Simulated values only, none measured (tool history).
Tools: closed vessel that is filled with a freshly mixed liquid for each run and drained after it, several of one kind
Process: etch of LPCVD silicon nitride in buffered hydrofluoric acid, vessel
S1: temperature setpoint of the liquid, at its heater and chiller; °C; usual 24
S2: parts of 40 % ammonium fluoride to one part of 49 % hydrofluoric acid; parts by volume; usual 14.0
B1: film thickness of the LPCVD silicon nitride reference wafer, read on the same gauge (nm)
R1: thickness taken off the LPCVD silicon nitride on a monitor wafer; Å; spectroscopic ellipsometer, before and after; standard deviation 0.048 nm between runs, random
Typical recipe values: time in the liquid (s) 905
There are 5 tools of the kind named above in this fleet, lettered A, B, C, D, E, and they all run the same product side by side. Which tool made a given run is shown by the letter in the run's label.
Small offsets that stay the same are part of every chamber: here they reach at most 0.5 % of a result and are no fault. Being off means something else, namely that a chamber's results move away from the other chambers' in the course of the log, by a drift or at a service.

run 1E hour=4.2 | S1=24 S2=14.0 time_in_the_liquid_(s)=905 | B1=130.05 | R1=95.259
run 2A hour=7.8 | S1=24 S2=14.0 time_in_the_liquid_(s)=905 | B1=130.02 | R1=96.270
run 3B hour=12.9 | S1=24 S2=14.0 time_in_the_liquid_(s)=905 | B1=129.97 | R1=96.415
run 4C hour=17.9 | S1=24 S2=14.0 time_in_the_liquid_(s)=905 | B1=130.06 | R1=96.340
run 5D hour=21.8 | S1=24 S2=12.0 time_in_the_liquid_(s)=1200 | B1=129.98 | R1=148.860
run 6B hour=25.6 | S1=24 S2=12.0 time_in_the_liquid_(s)=1200 | B1=130.02 | R1=150.310
run 7E hour=28.3 | S1=24 S2=12.0 time_in_the_liquid_(s)=1200 | B1=129.96 | R1=147.370
run 8D hour=33.3 | S1=24 S2=12.0 time_in_the_liquid_(s)=1200 | B1=129.98 | R1=149.460
run 9C hour=38.0 | S1=24 S2=12.0 time_in_the_liquid_(s)=1200 | B1=130.03 | R1=147.840
run 10A hour=41.8 | S1=24 S2=14.0 time_in_the_liquid_(s)=905 | B1=130.03 | R1=95.865
run 11A hour=44.5 | S1=24 S2=14.0 time_in_the_liquid_(s)=905 | B1=130.04 | R1=96.900
run 12B hour=49.6 | S1=24 S2=14.0 time_in_the_liquid_(s)=905 | B1=130.02 | R1=96.687
run 13C hour=52.7 | S1=24 S2=14.0 time_in_the_liquid_(s)=905 | B1=129.97 | R1=96.281
run 14D hour=57.4 | S1=24 S2=14.0 time_in_the_liquid_(s)=905 | B1=130.01 | R1=96.092
run 15E hour=60.6 | S1=24 S2=14.0 time_in_the_liquid_(s)=905 | B1=130.03 | R1=96.639
run 16C hour=63.2 | S1=24 S2=14.0 time_in_the_liquid_(s)=905 | B1=130.01 | R1=96.034
run 17B hour=66.2 | S1=24 S2=14.0 time_in_the_liquid_(s)=905 | B1=130.00 | R1=97.276
run 18E hour=71.1 | S1=24 S2=14.0 time_in_the_liquid_(s)=905 | B1=130.03 | R1=96.285
run 19D hour=74.5 | S1=24 S2=11.5 time_in_the_liquid_(s)=905 | B1=130.01 | R1=116.690
run 20A hour=77.8 | S1=24 S2=11.5 time_in_the_liquid_(s)=905 | B1=130.01 | R1=116.380
run 21B hour=81.6 | S1=24 S2=11.5 time_in_the_liquid_(s)=905 | B1=130.02 | R1=116.560
run 22D hour=85.6 | S1=24 S2=11.5 time_in_the_liquid_(s)=905 | B1=130.00 | R1=115.230
run 23C hour=88.8 | S1=24 S2=11.5 time_in_the_liquid_(s)=905 | B1=129.99 | R1=115.240
run 24E hour=91.2 | S1=24 S2=14.0 time_in_the_liquid_(s)=905 | B1=130.02 | R1=96.611
run 25A hour=93.7 | S1=24 S2=14.0 time_in_the_liquid_(s)=905 | B1=129.96 | R1=96.246
run 26D hour=97.0 | S1=24 S2=14.0 time_in_the_liquid_(s)=905 | B1=130.04 | R1=97.410
run 27C hour=99.7 | S1=24 S2=14.0 time_in_the_liquid_(s)=905 | B1=129.97 | R1=96.490
run 28A hour=104.1 | S1=24 S2=14.0 time_in_the_liquid_(s)=905 | B1=129.95 | R1=97.459
run 29E hour=109.1 | S1=24 S2=14.0 time_in_the_liquid_(s)=905 | B1=129.96 | R1=95.743
run 30B hour=113.2 | S1=24 S2=14.0 time_in_the_liquid_(s)=905 | B1=129.99 | R1=96.998

Next, every chamber runs the same settings. What will each give?
run 31A hour=117.0 | S1=24 S2=14.0 time_in_the_liquid_(s)=905 | R1=?
run 31B hour=117.0 | S1=24 S2=14.0 time_in_the_liquid_(s)=905 | R1=?
run 31C hour=117.0 | S1=24 S2=14.0 time_in_the_liquid_(s)=905 | R1=?
run 31D hour=117.0 | S1=24 S2=14.0 time_in_the_liquid_(s)=905 | R1=?
run 31E hour=117.0 | S1=24 S2=14.0 time_in_the_liquid_(s)=905 | R1=?

run=31A R1=96.399
run=31B R1=96.073
run=31C R1=96.403
run=31D R1=96.778
run=31E R1=95.452

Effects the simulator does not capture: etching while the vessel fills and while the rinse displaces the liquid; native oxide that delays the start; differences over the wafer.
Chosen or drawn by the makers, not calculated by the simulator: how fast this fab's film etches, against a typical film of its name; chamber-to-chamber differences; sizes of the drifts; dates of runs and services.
